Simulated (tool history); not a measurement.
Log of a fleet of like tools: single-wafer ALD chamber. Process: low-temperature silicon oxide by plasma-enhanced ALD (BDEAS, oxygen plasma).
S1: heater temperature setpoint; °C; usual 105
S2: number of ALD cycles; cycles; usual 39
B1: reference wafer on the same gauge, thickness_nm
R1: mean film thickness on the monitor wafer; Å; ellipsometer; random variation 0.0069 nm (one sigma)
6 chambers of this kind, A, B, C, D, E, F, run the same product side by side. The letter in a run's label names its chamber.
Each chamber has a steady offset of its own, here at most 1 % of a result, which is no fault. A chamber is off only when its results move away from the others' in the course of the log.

| run | hour | S1 | S2 | B1 | R1 |
|---|---|---|---|---|---|
| 1F | 12.4 | 105 | 39 | 5.4211 | 55.357 |
| 2A | 20.6 | 105 | 39 | 5.4218 | 55.313 |
| 3D | 31.9 | 105 | 39 | 5.4229 | 54.774 |
| 4E | 42.9 | 105 | 39 | 5.421 | 55.485 |
| 5B | 56.6 | 105 | 39 | 5.4234 | 55.55 |
| 6C | 67.2 | 105 | 39 | 5.4241 | 55.487 |
| 7C | 74.5 | 105 | 35 | 5.4231 | 49.799 |
| 8A | 83.7 | 105 | 35 | 5.4244 | 49.562 |
| 9E | 95.9 | 105 | 35 | 5.4261 | 49.812 |
| 10F | 108.9 | 105 | 35 | 5.4261 | 49.737 |
| 11B | 120.3 | 105 | 35 | 5.427 | 49.794 |
| 12D | 133.1 | 105 | 35 | 5.4272 | 49.077 |
| 13C | 146.5 | 105 | 39 | 5.427 | 55.569 |
|  | 148.5 | chamber A: thermocouple changed; heater temperature recalibrated |
| 14A | 156.5 | 116 | 43 | 5.4277 | 59.976 |
| 15E | 171.3 | 116 | 43 | 5.4279 | 59.947 |
| 16F | 183 | 116 | 43 | 5.4302 | 59.908 |
| 17D | 197.4 | 116 | 43 | 5.431 | 59.199 |
| 18B | 206.8 | 116 | 43 | 5.4313 | 60.212 |
| 19C | 220.3 | 116 | 43 | 5.4318 | 60.06 |
| 20F | 235.1 | 105 | 39 | 5.4322 | 55.45 |
| 21A | 249.9 | 105 | 39 | 5.4334 | 55.401 |
| 22E | 265.3 | 105 | 39 | 5.4362 | 55.411 |
| 23B | 279.8 | 105 | 39 | 5.433 | 55.689 |
| 24D | 289.6 | 105 | 39 | 5.4344 | 54.95 |
| 25C | 303.9 | 105 | 39 | 5.4367 | 55.644 |
| 26D | 314.6 | 105 | 39 | 5.4364 | 54.944 |
| 27B | 330.3 | 105 | 39 | 5.4366 | 55.716 |
| 28F | 342.6 | 105 | 39 | 5.438 | 55.509 |
| 29A | 351.5 | 105 | 39 | 5.4404 | 55.518 |
| 30E | 361.7 | 111 | 46 | 5.44 | 64.856 |
| 31B | 374.5 | 111 | 46 | 5.4408 | 65.095 |
| 32E | 389.4 | 111 | 46 | 5.441 | 64.845 |
| 33C | 402.6 | 111 | 46 | 5.4428 | 64.873 |
| 34A | 416.5 | 111 | 46 | 5.4431 | 64.711 |
| 35F | 431.7 | 111 | 46 | 5.4433 | 64.919 |
| 36D | 444 | 105 | 39 | 5.4425 | 54.949 |
| 37C | 458.8 | 105 | 36 | 5.444 | 51.486 |
| 38D | 466.3 | 105 | 36 | 5.4446 | 50.727 |
| 39A | 473.3 | 105 | 36 | 5.4464 | 51.38 |
| 40E | 482 | 105 | 36 | 5.4447 | 51.405 |
| 41F | 492.9 | 105 | 36 | 5.4481 | 51.358 |
| 42B | 504.4 | 105 | 36 | 5.4462 | 51.45 |
| 43B | 513.4 | 105 | 39 | 5.4485 | 55.771 |

What goes on in this fleet: one chamber off, a drifting gauge, or nothing beyond the chambers' own small offsets? Name the chamber and the cause, if any.

The gauge drifts, so all chambers seem to drift together. No chamber is off.
Cause: gauge reads high (%) = 0.515.
